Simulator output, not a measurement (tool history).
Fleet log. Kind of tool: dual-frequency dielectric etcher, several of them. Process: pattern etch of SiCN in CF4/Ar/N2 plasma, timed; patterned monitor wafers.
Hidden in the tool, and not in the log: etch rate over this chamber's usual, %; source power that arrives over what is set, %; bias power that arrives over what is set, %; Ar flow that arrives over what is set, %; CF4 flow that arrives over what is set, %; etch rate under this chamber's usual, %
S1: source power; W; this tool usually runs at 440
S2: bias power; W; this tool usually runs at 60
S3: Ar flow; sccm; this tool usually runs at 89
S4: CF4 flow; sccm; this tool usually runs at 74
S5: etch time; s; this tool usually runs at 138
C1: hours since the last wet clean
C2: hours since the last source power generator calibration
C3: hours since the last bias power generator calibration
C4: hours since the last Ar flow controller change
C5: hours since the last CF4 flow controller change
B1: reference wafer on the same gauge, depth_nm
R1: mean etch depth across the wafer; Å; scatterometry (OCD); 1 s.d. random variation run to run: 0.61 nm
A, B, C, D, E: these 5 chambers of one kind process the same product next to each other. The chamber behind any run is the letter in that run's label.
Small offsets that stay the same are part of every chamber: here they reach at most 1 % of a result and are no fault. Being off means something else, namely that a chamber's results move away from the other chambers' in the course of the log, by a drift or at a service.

run	hour	S1	S2	S3	S4	S5	C1	C2	C3	C4	C5	B1	R1
1A	3.9	440	60	89	74	138	120.9	15.6	18.1	2153.7	2663.3	120.98	1129.7
2E	8.5	440	60	89	74	138	250.3	2969.3	1789.9	3808.2	1202.2	121.03	1126.9
3C	11.3	440	60	89	74	138	172.3	2738.8	391.9	2241.4	3072	120.96	1127.5
4B	14	440	60	89	74	138	229.4	972.9	566.7	3520.2	818.8	121.06	1140.9
5D	16.6	440	60	89	74	138	36.7	523.4	2911.8	1614.2	1178.5	121.03	1135.1
6D	20.2	440	60	89	74	138	40.3	527	2915.4	1617.8	1182.1	121.03	1139.7
7B	24.5	440	60	89	74	104.5	239.9	983.4	577.2	3530.7	829.3	121.15	853.81
8C	29.1	440	60	89	74	104.5	190.1	2756.6	409.7	2259.2	3089.8	121.05	854.47
9E	34.3	440	60	89	74	104.5	276.1	2995.1	1815.7	3834	1228	121.21	857.46
10A	37.9	440	60	89	74	104.5	154.9	49.6	52.1	2187.7	2697.3	121.11	848.06
11A	43.6	440	60	89	74	104.5	160.6	55.3	57.8	2193.4	2703	120.88	849.37
12D	49.6	440	60	89	74	138	69.7	556.4	2944.8	1647.2	1211.5	120.88	1130.7
13C	53.3	440	60	89	90	118	214.3	2780.8	433.9	2283.4	3114	121.01	994.03
14B	56.5	440	60	89	90	118	271.9	1015.4	609.2	3562.7	861.3	120.9	993.29
15E	62.1	440	60	89	90	118	303.9	3022.9	1843.5	3861.8	1255.8	121.22	992.97
16B	66.9	440	60	89	90	118	282.3	1025.8	619.6	3573.1	871.7	120.92	983.19
17E	72.4	440	60	89	90	118	314.2	3033.2	1853.8	3872.1	1266.1	120.75	999.62
18D	76.6	360	60	89	64	138	96.7	583.4	2971.8	1674.2	1238.5	121.08	933.78
19C	80.4	360	60	89	64	138	241.4	2807.9	461	2310.5	3141.1	121	912.33
20A	83.3	360	60	89	64	138	200.3	95	97.5	2233.1	2742.7	120.88	917.73
21E	87.3	360	60	89	64	138	329.1	3048.1	1868.7	3887	1281	120.94	922.31
22B	91	360	60	89	64	138	306.4	1049.9	643.7	3597.2	895.8	121.13	899.85
23D	95.4	440	60	89	74	138	115.5	602.2	2990.6	1693	1257.3	121.02	1133.2
24A	100.1	440	60	89	74	138	217.1	111.8	114.3	2249.9	2759.5	120.91	1115.4
25C	102.9	340	60	89	74	138	263.9	2830.4	483.5	2333	3163.6	120.89	912.2
26D	106.3	340	60	89	74	138	126.4	613.1	3001.5	1703.9	1268.2	121.03	904.57
27B	110.4	340	60	89	74	138	325.8	1069.3	663.1	3616.6	915.2	120.89	865.96
28A	116.2	340	60	89	74	138	233.2	127.9	130.4	2266	2775.6	120.9	902.3
29E	121.9	340	60	89	74	138	363.7	3082.7	1903.3	3921.6	1315.6	121.11	901.28
30C	127	440	60	89	74	138	288	2854.5	507.6	2357.1	3187.7	120.91	1117.3
31E	132.6	440	60	89	74	138	374.4	3093.4	1914	3932.3	1326.3	121.03	1121.1
32C	138.4	440	60	89	74	138	299.4	2865.9	519	2368.5	3199.1	120.98	1125.8

Next, every chamber runs the same settings. What will each give?
33A	142.7	440	50	89	74	138							?
33B	142.7	440	50	89	74	138							?
33C	142.7	440	50	89	74	138							?
33D	142.7	440	50	89	74	138							?
33E	142.7	440	50	89	74	138							?

run	R1
33A	1063.6
33B	1003.8
33C	1058.9
33D	1075
33E	1062.3
